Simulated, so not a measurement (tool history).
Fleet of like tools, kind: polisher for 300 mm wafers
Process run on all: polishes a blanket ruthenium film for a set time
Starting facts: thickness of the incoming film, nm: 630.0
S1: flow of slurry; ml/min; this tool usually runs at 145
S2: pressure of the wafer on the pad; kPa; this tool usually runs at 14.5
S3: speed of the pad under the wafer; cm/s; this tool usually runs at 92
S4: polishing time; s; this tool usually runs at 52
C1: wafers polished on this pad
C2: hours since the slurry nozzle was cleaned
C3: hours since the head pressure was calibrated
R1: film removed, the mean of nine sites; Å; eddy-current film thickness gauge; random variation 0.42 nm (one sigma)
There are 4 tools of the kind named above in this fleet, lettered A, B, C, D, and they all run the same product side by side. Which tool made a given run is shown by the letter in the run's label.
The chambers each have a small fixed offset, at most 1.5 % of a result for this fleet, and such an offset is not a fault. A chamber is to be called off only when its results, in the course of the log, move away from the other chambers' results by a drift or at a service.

{"run": "1A", "hour": 7.6, "S1": 145, "S2": 14.5, "S3": 92, "S4": 52, "C1": 173, "C2": 122.7, "C3": 40.3, "R1": 552.76}
{"hour": 7.7, "done": "chamber D: worn pad replaced by a new one"}
{"run": "2B", "hour": 12.4, "S1": 145, "S2": 14.5, "S3": 92, "S4": 52, "C1": 615, "C2": 196.8, "C3": 67.7, "R1": 544.91}
{"run": "3C", "hour": 17.0, "S1": 145, "S2": 14.5, "S3": 92, "S4": 52, "C1": 907, "C2": 234.2, "C3": 307.4, "R1": 549.44}
{"run": "4D", "hour": 21.3, "S1": 145, "S2": 14.5, "S3": 92, "S4": 52, "C1": 147, "C2": 327.2, "C3": 68.5, "R1": 546.76}
{"run": "5C", "hour": 30.6, "S1": 145, "S2": 14.5, "S3": 92, "S4": 52, "C1": 1054, "C2": 247.8, "C3": 321, "R1": 561.65}
{"hour": 37.3, "done": "chamber B: worn pad replaced by a new one"}
{"run": "6A", "hour": 37.9, "S1": 145, "S2": 14.5, "S3": 92, "S4": 52, "C1": 500, "C2": 153, "C3": 70.6, "R1": 553.92}
{"run": "7B", "hour": 45.8, "S1": 145, "S2": 11.7, "S3": 124, "S4": 52, "C1": 92, "C2": 230.2, "C3": 101.1, "R1": 594.51}
{"hour": 51.7, "done": "chamber C: worn pad replaced by a new one"}
{"run": "8D", "hour": 55.2, "S1": 145, "S2": 11.7, "S3": 124, "S4": 52, "C1": 513, "C2": 361.1, "C3": 102.4, "R1": 592.01}
{"run": "9A", "hour": 63.6, "S1": 145, "S2": 11.7, "S3": 124, "S4": 52, "C1": 778, "C2": 178.7, "C3": 96.3, "R1": 602.99}
{"hour": 69.8, "done": "chamber A: worn pad replaced by a new one"}
{"hour": 71.3, "done": "chamber B: slurry nozzle cleaned"}
{"run": "10B", "hour": 71.9, "S1": 145, "S2": 11.7, "S3": 124, "S4": 52, "C1": 374, "C2": 0.7, "C3": 127.2, "R1": 609.67}
{"run": "11D", "hour": 78.4, "S1": 145, "S2": 14.5, "S3": 92, "S4": 52, "C1": 764, "C2": 384.3, "C3": 125.6, "R1": 542.04}
{"run": "12C", "hour": 84.5, "S1": 145, "S2": 14.5, "S3": 92, "S4": 52, "C1": 355, "C2": 301.7, "C3": 374.9, "R1": 551.42}
{"hour": 84.8, "done": "chamber D: worn pad replaced by a new one"}
{"run": "13C", "hour": 89.3, "S1": 145, "S2": 14.5, "S3": 92, "S4": 52, "C1": 407, "C2": 306.5, "C3": 379.7, "R1": 558.49}
{"run": "14B", "hour": 96.0, "S1": 145, "S2": 14.5, "S3": 92, "S4": 52, "C1": 635, "C2": 24.8, "C3": 151.3, "R1": 546.18}
{"run": "15A", "hour": 103.5, "S1": 145, "S2": 14.5, "S3": 92, "S4": 52, "C1": 364, "C2": 218.6, "C3": 136.2, "R1": 557.23}
{"run": "16D", "hour": 110.4, "S1": 145, "S2": 14.5, "S3": 92, "S4": 52, "C1": 277, "C2": 416.3, "C3": 157.6, "R1": 552.41}
{"run": "17B", "hour": 116.2, "S1": 115, "S2": 14.5, "S3": 76, "S4": 52, "C1": 853, "C2": 45, "C3": 171.5, "R1": 424.46}
{"hour": 118.1, "done": "chamber B: worn pad replaced by a new one"}
{"run": "18C", "hour": 120.7, "S1": 115, "S2": 14.5, "S3": 76, "S4": 52, "C1": 746, "C2": 337.9, "C3": 411.1, "R1": 433.69}
{"run": "19A", "hour": 127.7, "S1": 115, "S2": 14.5, "S3": 76, "S4": 52, "C1": 626, "C2": 242.8, "C3": 160.4, "R1": 439.01}
{"run": "20D", "hour": 136.4, "S1": 115, "S2": 14.5, "S3": 76, "S4": 52, "C1": 558, "C2": 442.3, "C3": 183.6, "R1": 432.77}
{"run": "21C", "hour": 146.1, "S1": 145, "S2": 14.5, "S3": 92, "S4": 52, "C1": 1021, "C2": 363.3, "C3": 436.5, "R1": 557.23}
{"hour": 150.9, "done": "chamber A: worn pad replaced by a new one"}
{"run": "22B", "hour": 155.2, "S1": 145, "S2": 14.5, "S3": 92, "S4": 52, "C1": 401, "C2": 84, "C3": 210.5, "R1": 541.14}
{"hour": 159.6, "done": "chamber D: worn pad replaced by a new one"}
{"run": "23A", "hour": 161.5, "S1": 145, "S2": 14.5, "S3": 92, "S4": 52, "C1": 115, "C2": 276.6, "C3": 194.2, "R1": 551.53}
{"run": "24D", "hour": 166.8, "S1": 145, "S2": 14.5, "S3": 92, "S4": 52, "C1": 78, "C2": 472.7, "C3": 214, "R1": 555.24}
{"run": "25D", "hour": 174.5, "S1": 145, "S2": 14.5, "S3": 120, "S4": 52, "C1": 161, "C2": 480.4, "C3": 221.7, "R1": 708.71}
{"run": "26B", "hour": 179.2, "S1": 145, "S2": 14.5, "S3": 120, "S4": 52, "C1": 660, "C2": 108, "C3": 234.5, "R1": 712.43}

All 4 chambers run these settings next. Forecast each chamber's results:
{"run": "27A", "hour": 186.3, "S1": 145, "S2": 14.5, "S3": 92, "S4": 68, "R1": "?"}
{"run": "27B", "hour": 186.3, "S1": 145, "S2": 14.5, "S3": 92, "S4": 68, "R1": "?"}
{"run": "27C", "hour": 186.3, "S1": 145, "S2": 14.5, "S3": 92, "S4": 68, "R1": "?"}
{"run": "27D", "hour": 186.3, "S1": 145, "S2": 14.5, "S3": 92, "S4": 68, "R1": "?"}

run=27A R1=729.14
run=27B R1=708.02
run=27C R1=722.38
run=27D R1=718.67
